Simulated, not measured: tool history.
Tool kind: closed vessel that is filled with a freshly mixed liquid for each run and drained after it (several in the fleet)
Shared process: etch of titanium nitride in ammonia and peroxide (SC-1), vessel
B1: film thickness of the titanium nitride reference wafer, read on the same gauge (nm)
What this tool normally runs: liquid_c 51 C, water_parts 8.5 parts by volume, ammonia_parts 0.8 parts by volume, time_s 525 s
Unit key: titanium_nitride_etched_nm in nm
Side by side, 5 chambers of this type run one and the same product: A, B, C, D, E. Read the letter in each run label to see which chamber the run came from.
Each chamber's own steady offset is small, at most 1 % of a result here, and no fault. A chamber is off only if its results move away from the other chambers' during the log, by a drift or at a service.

run 1D hour=4.8 | liquid_c=51 water_parts=8.5 ammonia_parts=0.8 time_s=525 | B1=110 | titanium_nitride_etched_nm=31.363
run 2B hour=10.1 | liquid_c=51 water_parts=8.5 ammonia_parts=0.8 time_s=525 | B1=110 | titanium_nitride_etched_nm=30.959
run 3C hour=15.4 | liquid_c=51 water_parts=8.5 ammonia_parts=0.8 time_s=525 | B1=109.98 | titanium_nitride_etched_nm=31.517
run 4E hour=18 | liquid_c=51 water_parts=8.5 ammonia_parts=0.8 time_s=525 | B1=110.02 | titanium_nitride_etched_nm=31.153
-- hour=18.6 chamber B: new drum of ammonia solution connected
run 5A hour=21.4 | liquid_c=51 water_parts=8.5 ammonia_parts=0.8 time_s=525 | B1=109.96 | titanium_nitride_etched_nm=31.515
-- hour=22.6 chamber C: ammonia flow meter replaced
run 6D hour=24.1 | liquid_c=51 water_parts=8.5 ammonia_parts=0.8 time_s=525 | B1=109.98 | titanium_nitride_etched_nm=31.212
run 7A hour=27.5 | liquid_c=51 water_parts=8.5 ammonia_parts=0.8 time_s=525 | B1=109.97 | titanium_nitride_etched_nm=31.769
run 8B hour=31.4 | liquid_c=51 water_parts=8.5 ammonia_parts=0.8 time_s=525 | B1=110.01 | titanium_nitride_etched_nm=31.055
run 9E hour=36.1 | liquid_c=51 water_parts=8.5 ammonia_parts=0.8 time_s=525 | B1=110.02 | titanium_nitride_etched_nm=31.136
run 10C hour=39.3 | liquid_c=51 water_parts=8.5 ammonia_parts=0.8 time_s=525 | B1=109.98 | titanium_nitride_etched_nm=31.341
run 11D hour=44.4 | liquid_c=51 water_parts=8.5 ammonia_parts=0.8 time_s=525 | B1=109.97 | titanium_nitride_etched_nm=30.996
run 12E hour=48 | liquid_c=51 water_parts=8.5 ammonia_parts=0.8 time_s=525 | B1=109.99 | titanium_nitride_etched_nm=31.225
run 13A hour=53.1 | liquid_c=51 water_parts=8.5 ammonia_parts=0.8 time_s=525 | B1=110.03 | titanium_nitride_etched_nm=31.242
run 14C hour=56.8 | liquid_c=60 water_parts=11.5 ammonia_parts=0.8 time_s=525 | B1=109.99 | titanium_nitride_etched_nm=48.695
-- hour=58.5 chamber C: new drum of ammonia solution connected
run 15B hour=60.2 | liquid_c=60 water_parts=11.5 ammonia_parts=0.8 time_s=525 | B1=109.95 | titanium_nitride_etched_nm=48.147
run 16E hour=64.4 | liquid_c=60 water_parts=11.5 ammonia_parts=0.8 time_s=525 | B1=109.96 | titanium_nitride_etched_nm=49.045
run 17B hour=68.9 | liquid_c=60 water_parts=11.5 ammonia_parts=0.8 time_s=525 | B1=109.94 | titanium_nitride_etched_nm=49
run 18D hour=71.6 | liquid_c=60 water_parts=11.5 ammonia_parts=0.8 time_s=525 | B1=109.99 | titanium_nitride_etched_nm=49.123
run 19C hour=75.8 | liquid_c=51 water_parts=8.5 ammonia_parts=0.8 time_s=525 | B1=110.01 | titanium_nitride_etched_nm=31.499
run 20A hour=79.7 | liquid_c=51 water_parts=8.5 ammonia_parts=0.8 time_s=525 | B1=110.04 | titanium_nitride_etched_nm=31.46
run 21A hour=83 | liquid_c=51 water_parts=8.5 ammonia_parts=0.8 time_s=525 | B1=110.01 | titanium_nitride_etched_nm=31.329
run 22D hour=88 | liquid_c=56.5 water_parts=8.5 ammonia_parts=1.15 time_s=525 | B1=109.97 | titanium_nitride_etched_nm=46.606
run 23B hour=90.6 | liquid_c=56.5 water_parts=8.5 ammonia_parts=1.15 time_s=525 | B1=109.99 | titanium_nitride_etched_nm=48.185
run 24E hour=93.4 | liquid_c=56.5 water_parts=8.5 ammonia_parts=1.15 time_s=525 | B1=109.98 | titanium_nitride_etched_nm=47.649
run 25C hour=96.5 | liquid_c=56.5 water_parts=8.5 ammonia_parts=1.15 time_s=525 | B1=110.01 | titanium_nitride_etched_nm=47.922
run 26B hour=100.8 | liquid_c=56.5 water_parts=8.5 ammonia_parts=1.15 time_s=525 | B1=109.97 | titanium_nitride_etched_nm=47.413
run 27E hour=105.8 | liquid_c=51 water_parts=8.5 ammonia_parts=0.8 time_s=525 | B1=110 | titanium_nitride_etched_nm=31.011
run 28A hour=108.7 | liquid_c=51 water_parts=8.5 ammonia_parts=0.8 time_s=525 | B1=109.98 | titanium_nitride_etched_nm=31.2
run 29C hour=112 | liquid_c=51 water_parts=8.5 ammonia_parts=0.8 time_s=525 | B1=110.06 | titanium_nitride_etched_nm=31.264
run 30D hour=117.3 | liquid_c=51 water_parts=8.5 ammonia_parts=0.8 time_s=525 | B1=109.99 | titanium_nitride_etched_nm=29.955
-- hour=120.9 chamber E: new drum of ammonia solution connected
run 31A hour=122.5 | liquid_c=51 water_parts=8.5 ammonia_parts=0.8 time_s=525 | B1=109.99 | titanium_nitride_etched_nm=31.19
run 32D hour=127.8 | liquid_c=51 water_parts=8.5 ammonia_parts=0.7 time_s=525 | B1=110.03 | titanium_nitride_etched_nm=28.772
run 33E hour=132.1 | liquid_c=51 water_parts=8.5 ammonia_parts=0.7 time_s=525 | B1=110.03 | titanium_nitride_etched_nm=30.542
run 34C hour=135.7 | liquid_c=51 water_parts=8.5 ammonia_parts=0.7 time_s=525 | B1=109.99 | titanium_nitride_etched_nm=30.295
run 35B hour=138.9 | liquid_c=51 water_parts=8.5 ammonia_parts=0.7 time_s=525 | B1=110.03 | titanium_nitride_etched_nm=30.099
run 36C hour=142.4 | liquid_c=51 water_parts=8.5 ammonia_parts=0.7 time_s=525 | B1=110 | titanium_nitride_etched_nm=30.408
run 37A hour=145.2 | liquid_c=51 water_parts=8.5 ammonia_parts=0.8 time_s=525 | B1=110.01 | titanium_nitride_etched_nm=31.45
run 38E hour=148.8 | liquid_c=51 water_parts=8.5 ammonia_parts=0.8 time_s=525 | B1=109.95 | titanium_nitride_etched_nm=31.375

Next, all 5 chambers run the settings below, one line each with question marks for the results. What does each chamber give?
run 39A hour=152.7 | liquid_c=51 water_parts=8.5 ammonia_parts=0.8 time_s=525 | titanium_nitride_etched_nm=?
run 39B hour=152.7 | liquid_c=51 water_parts=8.5 ammonia_parts=0.8 time_s=525 | titanium_nitride_etched_nm=?
run 39C hour=152.7 | liquid_c=51 water_parts=8.5 ammonia_parts=0.8 time_s=525 | titanium_nitride_etched_nm=?
run 39D hour=152.7 | liquid_c=51 water_parts=8.5 ammonia_parts=0.8 time_s=525 | titanium_nitride_etched_nm=?
run 39E hour=152.7 | liquid_c=51 water_parts=8.5 ammonia_parts=0.8 time_s=525 | titanium_nitride_etched_nm=?

run=39A titanium_nitride_etched_nm=30.932
run=39B titanium_nitride_etched_nm=30.977
run=39C titanium_nitride_etched_nm=31.426
run=39D titanium_nitride_etched_nm=29.037
run=39E titanium_nitride_etched_nm=30.913

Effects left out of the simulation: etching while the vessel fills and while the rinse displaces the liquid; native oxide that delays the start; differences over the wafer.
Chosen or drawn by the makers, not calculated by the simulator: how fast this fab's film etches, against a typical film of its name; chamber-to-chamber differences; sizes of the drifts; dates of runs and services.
